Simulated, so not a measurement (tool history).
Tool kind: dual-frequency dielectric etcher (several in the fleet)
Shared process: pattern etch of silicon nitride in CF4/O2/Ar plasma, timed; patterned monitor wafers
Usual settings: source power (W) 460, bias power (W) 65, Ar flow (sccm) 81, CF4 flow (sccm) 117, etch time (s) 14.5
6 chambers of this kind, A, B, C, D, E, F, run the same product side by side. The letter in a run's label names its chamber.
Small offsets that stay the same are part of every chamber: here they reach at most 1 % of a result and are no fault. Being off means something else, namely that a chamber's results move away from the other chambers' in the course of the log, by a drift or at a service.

run	hour	source power (W)	bias power (W)	Ar flow (sccm)	CF4 flow (sccm)	etch time (s)	read-back reference wafer on the same gauge, depth_nm	mean etch depth across the wafer (angstrom)
# hour 6.6: chamber E: wet clean of the chamber
1E	14.6	460	65	81	117	14.5	31.227	295.4
2A	28	460	65	81	117	14.5	31.19	295.35
# hour 33.9: chamber A: wet clean of the chamber
3F	39.2	460	65	81	117	14.5	31.203	293.85
4B	46.9	460	65	81	117	14.5	31.202	293.02
5D	56.8	460	65	81	117	14.5	31.194	295.8
6C	69.2	390	65	81	133	14.5	31.218	257.68
7E	76.5	390	65	81	133	14.5	31.208	258.75
# hour 77: chamber F: Ar flow controller replaced
8F	87.2	390	65	81	133	14.5	31.212	258.14
9A	98.9	390	65	81	133	14.5	31.179	257.06
# hour 102.6: chamber B: wet clean of the chamber
10C	109.9	390	65	81	133	14.5	31.194	256.96
11D	119.3	390	65	81	133	14.5	31.226	256.49
12B	127.2	460	65	81	117	14.5	31.212	293.96
13C	142.1	460	65	81	117	14.5	31.184	293.35
14D	153.2	460	65	81	117	14.5	31.207	293.04
15F	160.5	460	65	81	117	14.5	31.212	293.43
16B	167.9	460	65	81	117	14.5	31.22	294.4
# hour 170.5: chamber C: wet clean of the chamber
17E	179.1	460	65	81	117	14.5	31.207	298
18A	187.2	460	52	94	117	14.5	31.223	267.46
19A	198.1	460	52	94	117	14.5	31.21	265.88
20B	210.8	460	52	94	117	14.5	31.185	265.31
# hour 211.2: chamber A: CF4 flow controller replaced
21D	220.3	460	52	94	117	14.5	31.23	269.71
22E	235	460	52	94	117	14.5	31.216	272.09
# hour 239.1: chamber F: bias power generator calibrated
23C	242.4	460	52	94	117	14.5	31.201	267.04
24F	249	460	65	81	117	14.5	31.222	295.18
25E	263.1	550	79	81	117	14.5	31.176	380.87
26A	276.5	550	79	81	117	14.5	31.183	370.56
27C	290.4	550	79	81	117	14.5	31.219	370.25
28F	297.9	550	79	81	117	14.5	31.199	371.6
29B	311.3	550	79	81	117	14.5	31.196	369.81
30D	324.4	550	79	81	117	14.5	31.175	372.57
31D	335.8	460	65	81	117	14.5	31.19	294.67
32A	347.2	460	65	81	117	14.5	31.173	294.14
# hour 356.7: chamber F: wet clean of the chamber
33F	357.4	460	65	81	117	14.5	31.205	295.3
34C	367	460	65	81	117	14.5	31.214	294.32
35B	381.1	410	65	81	141	14.5	31.203	269
36E	391	410	65	81	141	14.5	31.191	281.35
37A	399.7	410	65	81	141	14.5	31.191	271.83

Next, every chamber runs the same settings. What will each give?
38A	410.4	460	65	81	117	14.5		?
38B	410.4	460	65	81	117	14.5		?
38C	410.4	460	65	81	117	14.5		?
38D	410.4	460	65	81	117	14.5		?
38E	410.4	460	65	81	117	14.5		?
38F	410.4	460	65	81	117	14.5		?

run	mean etch depth across the wafer (angstrom)
38A	294.8
38B	291.93
38C	294.04
38D	295.63
38E	306.42
38F	295.23
